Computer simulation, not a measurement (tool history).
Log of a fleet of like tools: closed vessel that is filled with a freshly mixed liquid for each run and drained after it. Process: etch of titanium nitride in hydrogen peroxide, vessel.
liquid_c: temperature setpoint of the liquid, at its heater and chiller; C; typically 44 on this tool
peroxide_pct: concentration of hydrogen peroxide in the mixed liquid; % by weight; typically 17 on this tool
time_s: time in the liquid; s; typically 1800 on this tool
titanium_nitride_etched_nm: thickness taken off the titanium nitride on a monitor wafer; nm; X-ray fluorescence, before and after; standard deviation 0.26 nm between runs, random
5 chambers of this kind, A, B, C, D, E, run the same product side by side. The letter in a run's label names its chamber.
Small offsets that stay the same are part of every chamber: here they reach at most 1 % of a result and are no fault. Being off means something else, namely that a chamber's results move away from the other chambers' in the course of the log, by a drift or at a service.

run   hour  liquid_c  peroxide_pct  time_s  read-back film thickness of the titanium nitride reference wafer, read on the same gauge (nm)  titanium_nitride_etched_nm
 1A    2.7        44            17    1800                                                                                            150                      27.499
 2B    5.7        44            17    1800                                                                                            150                       27.35
       9.6  -- chamber B: thermometer replaced
 3C     11        44            17    1800                                                                                            150                      27.925
 4D   16.4        44            17    1800                                                                                         149.99                      28.184
 5E   21.9        44            17    1800                                                                                            150                      28.285
 6C   27.7        44            17    1800                                                                                         150.01                      28.307
 7D   30.9        44            17    1800                                                                                         150.01                      27.975
 8B   35.6        44            17    1800                                                                                            150                       27.76
 9A   38.2        44            17    1800                                                                                         149.99                       27.78
10E   42.8        44            17    1800                                                                                         149.98                      28.108
11B   47.4        53            17    1800                                                                                         150.01                      52.936
12E   52.6        53            17    1800                                                                                         149.98                      54.223
13A   57.8        53            17    1800                                                                                         149.99                      53.028
14D   61.3        53            17    1800                                                                                         150.01                      53.116
15C   66.9        53            17    1800                                                                                         149.97                      51.567
16C   70.1        44            17    1800                                                                                         150.01                      27.167
17D   74.1        44            17    1800                                                                                         150.02                      27.859
18E   78.7      34.5            14    1800                                                                                         149.99                      12.963
19B   84.2      34.5            14    1800                                                                                         150.01                      12.825
20A   88.9      34.5            14    1800                                                                                            150                      12.879
21C   92.5      34.5            14    1800                                                                                         150.01                      12.391
22A   96.2      34.5            14    1800                                                                                         150.02                      12.962
23B  101.8        44            17    1800                                                                                         150.01                      27.626
24D  107.4        44            17    1800                                                                                         149.99                      28.124
25E  111.8        44          21.5    1800                                                                                            150                      29.977
26D    115        44          21.5    1800                                                                                         150.01                      29.427
27C  120.1        44          21.5    1800                                                                                         149.99                      26.597
28E  125.4        44          21.5    1800                                                                                         150.01                      29.829
29A  128.3        44          21.5    1800                                                                                         149.99                      29.726
30B  133.7        44            17    1800                                                                                         150.01                      27.704
31E  137.1        44            17    1800                                                                                         150.03                      28.087

All chambers now run identical settings, listed one chamber a line with results as question marks. What results will each chamber show?
32A  141.3        44            17    1800                                                                                                                          ?
32B  141.3        44            17    1800                                                                                                                          ?
32C  141.3        44            17    1800                                                                                                                          ?
32D  141.3        44            17    1800                                                                                                                          ?
32E  141.3        44            17    1800                                                                                                                          ?

run  titanium_nitride_etched_nm
32A                      28.112
32B                       27.53
32C                      24.838
32D                      28.186
32E                      28.201

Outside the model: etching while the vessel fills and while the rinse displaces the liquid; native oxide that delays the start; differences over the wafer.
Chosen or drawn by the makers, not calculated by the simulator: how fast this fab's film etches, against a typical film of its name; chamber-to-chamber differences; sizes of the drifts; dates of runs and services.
